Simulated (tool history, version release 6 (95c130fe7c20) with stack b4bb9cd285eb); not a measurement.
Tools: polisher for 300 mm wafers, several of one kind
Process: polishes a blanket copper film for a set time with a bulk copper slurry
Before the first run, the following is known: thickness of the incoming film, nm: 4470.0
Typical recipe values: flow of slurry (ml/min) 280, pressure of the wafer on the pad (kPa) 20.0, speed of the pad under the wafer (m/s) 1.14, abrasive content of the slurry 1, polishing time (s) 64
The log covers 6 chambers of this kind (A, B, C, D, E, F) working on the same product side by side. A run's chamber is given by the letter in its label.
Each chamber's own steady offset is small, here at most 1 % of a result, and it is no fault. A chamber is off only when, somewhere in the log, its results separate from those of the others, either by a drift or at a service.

| run | hour | flow of slurry (ml/min) | pressure of the wafer on the pad (kPa) | speed of the pad under the wafer (m/s) | abrasive content of the slurry | polishing time (s) | wafers polished on this pad | hours since the slurry nozzle was cleaned | hours since the head pressure was calibrated | hours since the slurry blender was calibrated | film removed (nm) |
|---|---|---|---|---|---|---|---|---|---|---|---|
|  | 6.5 | chamber F: slurry nozzle cleaned |
| 1B | 6.9 | 280 | 20.0 | 1.14 | 1 | 64 | 684 | 218.1 | 235.4 | 271.1 | 597.24 |
|  | 11.3 | chamber F: slurry blender recalibrated |
| 2F | 15.1 | 280 | 20.0 | 1.14 | 1 | 64 | 989 | 8.6 | 916.1 | 3.8 | 600.83 |
| 3D | 24.4 | 280 | 20.0 | 1.14 | 1 | 64 | 1291 | 39.2 | 205.1 | 249.8 | 595.11 |
| 4C | 29.8 | 280 | 20.0 | 1.14 | 1 | 64 | 788 | 332.9 | 323.1 | 301.5 | 598.24 |
|  | 31.2 | chamber E: worn pad replaced by a new one |
| 5A | 35.4 | 280 | 20.0 | 1.14 | 1 | 64 | 460 | 117.9 | 338.5 | 78.8 | 601.93 |
|  | 45.8 | chamber D: worn pad replaced by a new one |
|  | 46.5 | chamber A: worn pad replaced by a new one |
| 6E | 46.8 | 280 | 20.0 | 1.14 | 1 | 64 | 127 | 211.9 | 118.5 | 131.0 | 595.98 |
| 7B | 58.5 | 280 | 20.0 | 1.14 | 1 | 64 | 1105 | 269.7 | 287.0 | 322.7 | 608.82 |
|  | 62.9 | chamber C: worn pad replaced by a new one |
| 8C | 65.7 | 280 | 20.0 | 1.14 | 1 | 64 | 23 | 368.8 | 359.0 | 337.4 | 600.14 |
|  | 68.9 | chamber E: slurry blender recalibrated |
|  | 70.1 | chamber C: slurry nozzle cleaned |
| 9A | 72.0 | 280 | 20.0 | 1.14 | 1 | 64 | 208 | 154.5 | 375.1 | 115.4 | 605.93 |
| 10F | 81.4 | 280 | 20.0 | 1.14 | 1 | 64 | 1530 | 74.9 | 982.4 | 70.1 | 591.49 |
| 11E | 90.7 | 280 | 20.0 | 1.14 | 1 | 64 | 485 | 255.8 | 162.4 | 21.9 | 594.38 |
| 12D | 98.1 | 280 | 20.0 | 1.14 | 1 | 64 | 426 | 112.9 | 278.8 | 323.5 | 590.19 |
|  | 104.7 | chamber B: worn pad replaced by a new one |
| 13E | 107.1 | 220 | 20.0 | 1.14 | 1 | 47 | 619 | 272.2 | 178.8 | 38.3 | 429.72 |
|  | 110.3 | chamber C: slurry blender recalibrated |
|  | 111.1 | chamber A: worn pad replaced by a new one |
| 14A | 115.6 | 220 | 20.0 | 1.14 | 1 | 47 | 37 | 198.1 | 418.7 | 159.0 | 431.14 |
|  | 118.2 | chamber E: worn pad replaced by a new one |
| 15C | 122.6 | 220 | 20.0 | 1.14 | 1 | 47 | 487 | 52.6 | 415.9 | 12.4 | 425.51 |
| 16B | 131.3 | 220 | 20.0 | 1.14 | 1 | 47 | 217 | 342.5 | 359.8 | 395.5 | 427.29 |
| 17F | 138.5 | 220 | 20.0 | 1.14 | 1 | 47 | 1996 | 132.0 | 1039.5 | 127.2 | 419.98 |
| 18D | 149.7 | 220 | 20.0 | 1.14 | 1 | 47 | 847 | 164.5 | 330.4 | 375.1 | 424.69 |
|  | 154.9 | chamber E: slurry nozzle cleaned |
| 19A | 155.5 | 280 | 20.0 | 1.14 | 1 | 64 | 362 | 238.0 | 458.6 | 198.9 | 597.28 |
| 20E | 161.9 | 280 | 20.0 | 1.14 | 1 | 64 | 357 | 7.0 | 233.6 | 93.1 | 597.77 |
|  | 166.7 | chamber A: worn pad replaced by a new one |
| 21F | 167.4 | 280 | 20.0 | 1.14 | 1 | 64 | 2232 | 160.9 | 1068.4 | 156.1 | 577.05 |
| 22C | 173.5 | 280 | 20.0 | 1.14 | 1 | 64 | 902 | 103.5 | 466.8 | 63.3 | 603.09 |
|  | 175.1 | chamber B: slurry blender recalibrated |
| 23B | 179.7 | 280 | 20.0 | 1.14 | 1 | 64 | 612 | 390.9 | 408.2 | 4.6 | 604.68 |
| 24D | 189.0 | 280 | 20.0 | 1.14 | 1 | 64 | 1168 | 203.8 | 369.7 | 414.4 | 585.08 |
| 25B | 195.1 | 280 | 26.2 | 1.14 | 1 | 81 | 738 | 406.3 | 423.6 | 20.0 | 1003.00 |
|  | 195.7 | chamber D: worn pad replaced by a new one |
|  | 196.0 | chamber C: worn pad replaced by a new one |
| 26A | 203.6 | 280 | 26.2 | 1.14 | 1 | 81 | 301 | 286.1 | 506.7 | 247.0 | 995.04 |
|  | 206.3 | chamber D: slurry blender recalibrated |
|  | 213.1 | chamber E: worn pad replaced by a new one |
| 27C | 213.5 | 280 | 26.2 | 1.14 | 1 | 81 | 143 | 143.5 | 506.8 | 103.3 | 980.04 |
|  | 218.9 | chamber E: slurry blender recalibrated |
| 28E | 220.6 | 280 | 26.2 | 1.14 | 1 | 81 | 61 | 65.7 | 292.3 | 1.7 | 1000.50 |
| 29F | 228.0 | 280 | 26.2 | 1.14 | 1 | 81 | 2726 | 221.5 | 1129.0 | 216.7 | 948.54 |
|  | 231.5 | chamber A: worn pad replaced by a new one |
| 30D | 233.6 | 280 | 26.2 | 1.14 | 1 | 81 | 309 | 248.4 | 414.3 | 27.3 | 971.39 |
|  | 241.8 | chamber F: slurry nozzle cleaned |
| 31B | 243.5 | 330 | 20.0 | 1.14 | 1 | 64 | 1133 | 454.7 | 472.0 | 68.4 | 605.30 |
| 32F | 254.4 | 330 | 20.0 | 1.14 | 1 | 64 | 2941 | 12.7 | 1155.4 | 243.1 | 577.58 |
|  | 256.1 | chamber A: slurry blender recalibrated |
| 33A | 260.1 | 330 | 20.0 | 1.14 | 1 | 64 | 233 | 342.6 | 563.2 | 4.0 | 611.67 |
| 34C | 271.3 | 330 | 20.0 | 1.14 | 1 | 64 | 614 | 201.3 | 564.6 | 161.1 | 603.69 |
| 35E | 281.7 | 330 | 20.0 | 1.14 | 1 | 64 | 559 | 126.8 | 353.4 | 62.8 | 606.81 |
| 36D | 293.3 | 330 | 20.0 | 1.14 | 1 | 64 | 796 | 308.1 | 474.0 | 87.0 | 594.84 |
|  | 298.0 | chamber A: worn pad replaced by a new one |
| 37A | 303.5 | 280 | 20.0 | 1.14 | 1 | 64 | 45 | 386.0 | 606.6 | 47.4 | 603.79 |

Each of the 6 chambers runs these same settings next. Fill in every chamber's results:
| 38A | 312.2 | 280 | 17.9 | 1.14 | 1 | 64 |  |  |  |  | ? |
| 38B | 312.2 | 280 | 17.9 | 1.14 | 1 | 64 |  |  |  |  | ? |
| 38C | 312.2 | 280 | 17.9 | 1.14 | 1 | 64 |  |  |  |  | ? |
| 38D | 312.2 | 280 | 17.9 | 1.14 | 1 | 64 |  |  |  |  | ? |
| 38E | 312.2 | 280 | 17.9 | 1.14 | 1 | 64 |  |  |  |  | ? |
| 38F | 312.2 | 280 | 17.9 | 1.14 | 1 | 64 |  |  |  |  | ? |

| run | film removed (nm) |
|---|---|
| 38A | 545.24 |
| 38B | 530.77 |
| 38C | 538.24 |
| 38D | 530.62 |
| 38E | 534.02 |
| 38F | 504.77 |

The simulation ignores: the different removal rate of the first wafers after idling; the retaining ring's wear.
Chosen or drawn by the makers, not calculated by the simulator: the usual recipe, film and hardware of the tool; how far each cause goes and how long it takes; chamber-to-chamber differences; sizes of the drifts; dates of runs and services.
